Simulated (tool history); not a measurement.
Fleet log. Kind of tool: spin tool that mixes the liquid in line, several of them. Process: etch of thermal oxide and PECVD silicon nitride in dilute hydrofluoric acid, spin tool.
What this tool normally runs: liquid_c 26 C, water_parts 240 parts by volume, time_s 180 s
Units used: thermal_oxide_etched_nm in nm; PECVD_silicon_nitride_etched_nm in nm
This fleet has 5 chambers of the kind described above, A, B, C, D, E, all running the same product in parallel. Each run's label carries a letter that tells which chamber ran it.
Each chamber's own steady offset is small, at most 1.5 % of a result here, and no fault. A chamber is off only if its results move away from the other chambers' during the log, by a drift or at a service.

run,day,liquid_c,water_parts,time_s,hours since the thermometer was replaced,hours since the hydrofluoric acid flow meter was replaced,"read-back film thickness of the thermal oxide reference wafer, read on the same gauge (nm)","read-back film thickness of the PECVD silicon nitride reference wafer, read on the same gauge (nm)",thermal_oxide_etched_nm,PECVD_silicon_nitride_etched_nm
1B,0.475,26,240,180,2870.2,435.2,69.988,110,3.231,2.2501
# day 0.521: chamber B: hydrofluoric acid flow meter replaced
2D,1.075,26,240,180,870,363.6,69.975,109.98,3.2927,2.2696
3E,1.679,26,240,180,2006.1,281.5,70.006,109.99,3.218,2.2542
4C,2.058,26,240,180,1505.6,787.8,69.966,110.01,3.2493,2.3245
5A,2.429,26,240,180,746.7,1587.1,69.98,109.98,3.2569,2.358
6A,2.929,26,240,180,758.7,1599.1,70.002,110.01,3.3206,2.227
7C,3.312,26,240,180,1535.7,817.9,69.986,110,3.2291,2.325
8D,3.817,26,240,180,935.8,429.4,69.963,110,3.2955,2.3249
# day 4.125: chamber B: thermometer replaced
9B,4.167,26,240,180,1.1,87.6,70.008,110.01,3.2929,2.3106
# day 4.446: chamber C: hydrofluoric acid flow meter replaced
10E,4.704,26,240,180,2078.7,354.1,70.022,109.99,3.1903,2.2265
# day 4.746: chamber E: thermometer replaced
11A,5.083,26,240,180,810.4,1650.8,69.967,110.01,3.3145,2.3229
12E,5.708,26,155,130,23.1,378.2,69.963,109.98,4.0119,2.5269
13D,6.367,26,155,130,997,490.6,69.982,110.01,3.8564,2.5455
14C,6.988,26,155,130,1623.9,61,70,109.96,3.9751,2.5746
15B,7.383,26,155,130,78.3,164.8,69.994,110,3.9497,2.5339
16E,7.704,26,155,130,71,426.1,70.041,110,3.9529,2.5466
17D,8.038,26,240,180,1037.1,530.7,70.032,110,3.2187,2.2938
18B,8.692,26,185,180,109.7,196.2,70.038,109.98,4.4977,2.9192
19A,9.271,26,185,180,910.9,1751.3,69.98,110.02,4.6207,2.9637
20C,9.596,26,185,180,1686.5,123.6,70.003,109.99,4.5897,2.97
21C,10.171,26,185,180,1700.3,137.4,69.986,110,4.436,2.9874
22B,10.767,26,185,180,159.5,246,70.016,110.02,4.4776,2.8791
23E,11.308,26,240,180,157.5,512.6,69.987,110.01,3.0583,2.1552
24A,11.646,26,240,180,967.9,1808.3,70.007,110.02,3.2729,2.3231
25D,12.225,26,315,90,1137.6,631.2,69.978,110,1.1157,0.86019
26A,12.583,26,315,90,990.4,1830.8,69.966,110,1.1456,0.86375
27B,12.908,26,315,90,210.9,297.4,69.952,110.02,1.1665,0.88507
28E,13.35,26,315,90,206.5,561.6,69.985,109.95,1.0359,0.79906
29D,13.846,26,315,90,1176.5,670.1,69.987,110.03,1.1326,0.86928
30C,14.358,26,240,105,1800.8,237.9,70.034,109.99,1.9267,1.3431
31E,14.683,26,240,105,238.5,593.6,69.963,109.97,1.7218,1.2066
32C,15.058,26,240,105,1817.6,254.7,69.991,110,1.8778,1.3336
33A,15.65,26,240,105,1064,1904.4,70.014,110.03,1.909,1.3357
34D,16.112,26,240,105,1230.9,724.5,69.989,109.99,1.8964,1.3454
35B,16.583,26,240,180,299.1,385.6,69.997,110,3.2812,2.2878
# day 16.8: chamber D: hydrofluoric acid flow meter replaced
36E,17.233,23.5,240,80,299.7,654.8,69.98,109.99,1.1618,0.78571
37A,17.775,23.5,240,80,1115,1955.4,69.993,110.01,1.3275,0.86674
38C,18.379,23.5,240,80,1897.3,334.4,70.015,110,1.2942,0.87644
39B,18.712,23.5,240,80,350.2,436.7,69.976,110.02,1.3224,0.86387
40D,19.083,23.5,240,80,1302.2,54.9,70.011,110,1.2939,0.85256

Each of the 5 chambers runs these same settings next. Fill in every chamber's results:
41A,19.567,29.5,240,180,,,,,?,?
41B,19.567,29.5,240,180,,,,,?,?
41C,19.567,29.5,240,180,,,,,?,?
41D,19.567,29.5,240,180,,,,,?,?
41E,19.567,29.5,240,180,,,,,?,?

run,thermal_oxide_etched_nm,PECVD_silicon_nitride_etched_nm
41A,3.6082,2.8103
41B,3.6813,2.8999
41C,3.6693,2.8695
41D,3.687,2.7824
41E,3.1198,2.4805
